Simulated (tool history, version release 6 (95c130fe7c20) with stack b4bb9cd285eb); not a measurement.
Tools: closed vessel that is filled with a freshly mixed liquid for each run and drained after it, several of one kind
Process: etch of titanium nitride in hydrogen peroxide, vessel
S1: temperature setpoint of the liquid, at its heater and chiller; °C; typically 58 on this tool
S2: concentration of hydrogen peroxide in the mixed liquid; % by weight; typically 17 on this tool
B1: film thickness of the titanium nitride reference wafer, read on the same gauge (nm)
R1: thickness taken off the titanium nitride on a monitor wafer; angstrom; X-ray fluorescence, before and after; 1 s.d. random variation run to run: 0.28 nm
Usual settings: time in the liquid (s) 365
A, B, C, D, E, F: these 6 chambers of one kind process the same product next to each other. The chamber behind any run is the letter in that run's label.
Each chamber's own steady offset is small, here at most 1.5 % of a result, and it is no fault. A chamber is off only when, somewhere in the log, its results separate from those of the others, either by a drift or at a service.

run 1F hour=4.9 | S1=58 S2=17 time_in_the_liquid_(s)=365 | B1=120.00 | R1=396.50
run 2D hour=10.2 | S1=58 S2=17 time_in_the_liquid_(s)=365 | B1=119.99 | R1=402.71
run 3C hour=13.6 | S1=58 S2=17 time_in_the_liquid_(s)=365 | B1=120.00 | R1=403.96
run 4E hour=16.3 | S1=58 S2=17 time_in_the_liquid_(s)=365 | B1=119.99 | R1=407.78
run 5B hour=21.4 | S1=58 S2=17 time_in_the_liquid_(s)=365 | B1=120.03 | R1=405.11
run 6A hour=26.2 | S1=66 S2=17 time_in_the_liquid_(s)=215 | B1=119.98 | R1=406.70
run 7A hour=31.8 | S1=66 S2=17 time_in_the_liquid_(s)=215 | B1=119.99 | R1=400.12
run 8E hour=37.5 | S1=66 S2=17 time_in_the_liquid_(s)=215 | B1=120.01 | R1=402.78
run 9C hour=40.8 | S1=66 S2=17 time_in_the_liquid_(s)=215 | B1=120.02 | R1=399.14
run 10F hour=45.9 | S1=66 S2=17 time_in_the_liquid_(s)=215 | B1=120.02 | R1=397.86
run 11B hour=51.0 | S1=66 S2=17 time_in_the_liquid_(s)=215 | B1=120.00 | R1=398.72
run 12D hour=56.0 | S1=58 S2=17 time_in_the_liquid_(s)=365 | B1=120.00 | R1=397.62
run 13B hour=59.6 | S1=58 S2=17 time_in_the_liquid_(s)=365 | B1=120.01 | R1=398.67
run 14A hour=63.7 | S1=58 S2=17 time_in_the_liquid_(s)=365 | B1=119.98 | R1=403.65
run 15C hour=67.1 | S1=58 S2=17 time_in_the_liquid_(s)=365 | B1=119.98 | R1=402.46
run 16F hour=71.2 | S1=58 S2=17 time_in_the_liquid_(s)=365 | B1=119.98 | R1=401.21
run 17E hour=75.9 | S1=66 S2=17 time_in_the_liquid_(s)=465 | B1=119.96 | R1=870.51
run 18D hour=81.3 | S1=66 S2=17 time_in_the_liquid_(s)=465 | B1=120.02 | R1=862.02
run 19F hour=86.3 | S1=66 S2=17 time_in_the_liquid_(s)=465 | B1=120.01 | R1=871.45
run 20D hour=89.5 | S1=66 S2=17 time_in_the_liquid_(s)=465 | B1=120.02 | R1=866.52
run 21B hour=92.8 | S1=66 S2=17 time_in_the_liquid_(s)=465 | B1=119.97 | R1=868.56
run 22E hour=98.4 | S1=66 S2=17 time_in_the_liquid_(s)=465 | B1=120.01 | R1=884.00
-- hour=101.6 chamber D: peroxide flow meter replaced
run 23C hour=102.5 | S1=58 S2=17 time_in_the_liquid_(s)=365 | B1=119.98 | R1=400.82
-- hour=105.1 chamber F: new drum of peroxide connected
run 24A hour=108.1 | S1=58 S2=17 time_in_the_liquid_(s)=365 | B1=119.98 | R1=398.62
run 25E hour=113.1 | S1=58 S2=17 time_in_the_liquid_(s)=365 | B1=120.04 | R1=405.40
-- hour=114.3 chamber C: peroxide flow meter replaced
run 26F hour=117.7 | S1=58 S2=17 time_in_the_liquid_(s)=365 | B1=119.99 | R1=401.53
run 27C hour=123.1 | S1=58 S2=17 time_in_the_liquid_(s)=365 | B1=119.98 | R1=401.39
run 28B hour=127.3 | S1=58 S2=17 time_in_the_liquid_(s)=365 | B1=120.05 | R1=398.72
run 29D hour=132.6 | S1=58 S2=17 time_in_the_liquid_(s)=365 | B1=120.00 | R1=379.89
run 30A hour=135.7 | S1=58 S2=17 time_in_the_liquid_(s)=365 | B1=120.02 | R1=395.11
run 31F hour=140.2 | S1=58 S2=17 time_in_the_liquid_(s)=365 | B1=120.04 | R1=399.40
run 32E hour=145.6 | S1=58 S2=17 time_in_the_liquid_(s)=365 | B1=120.00 | R1=402.56
run 33C hour=149.9 | S1=58 S2=17 time_in_the_liquid_(s)=365 | B1=119.96 | R1=399.64
run 34D hour=153.2 | S1=58 S2=17 time_in_the_liquid_(s)=365 | B1=119.99 | R1=376.04
run 35A hour=158.2 | S1=58 S2=17 time_in_the_liquid_(s)=365 | B1=119.99 | R1=400.53
run 36B hour=163.9 | S1=58 S2=17 time_in_the_liquid_(s)=365 | B1=120.00 | R1=401.28
run 37F hour=167.7 | S1=58 S2=17 time_in_the_liquid_(s)=365 | B1=119.98 | R1=395.08
run 38B hour=170.4 | S1=58 S2=17 time_in_the_liquid_(s)=365 | B1=120.07 | R1=405.02
run 39A hour=175.7 | S1=58 S2=17 time_in_the_liquid_(s)=365 | B1=120.02 | R1=403.91
run 40C hour=179.9 | S1=58 S2=17 time_in_the_liquid_(s)=365 | B1=119.99 | R1=405.20
run 41D hour=185.5 | S1=58 S2=17 time_in_the_liquid_(s)=365 | B1=120.00 | R1=368.54

Decide between three cases: one chamber stands off from its peers, the gauge reading all wafers drifts, or nothing is wrong past each chamber's small offset. Where a chamber is off, say which and what most likely put it there.

Chamber D drifts away from the others.
What lies behind it: liquid colder than its thermometer reads (K) = 1.15.

Here are 4 candidates for chamber D's next run, each the usual settings with a change, their results left as question marks. Which one brings its results back in line with what the others give on the usual settings?
Allowed miss from the other chambers' usual-settings mean, per result, to count as in line: R1 9.90 angstrom
run 42D-1 hour=189.5 | S1=58.0 S2=17 time_in_the_liquid_(s)=395 | R1=?
run 42D-2 hour=189.5 | S1=55.5 S2=17 time_in_the_liquid_(s)=365 | R1=?
run 42D-3 hour=189.5 | S1=58.0 S2=17 time_in_the_liquid_(s)=335 | R1=?
run 42D-4 hour=189.5 | S1=60.5 S2=17 time_in_the_liquid_(s)=365 | R1=?

Average result of the remaining chambers running the usual settings: R1 400.79 angstrom
run=42D-1 R1=396.86
run=42D-2 R1=307.57
run=42D-3 R1=336.58
run=42D-4 R1=436.08
The answer is 42D-1, which returns the chamber to within the allowed miss of the others.
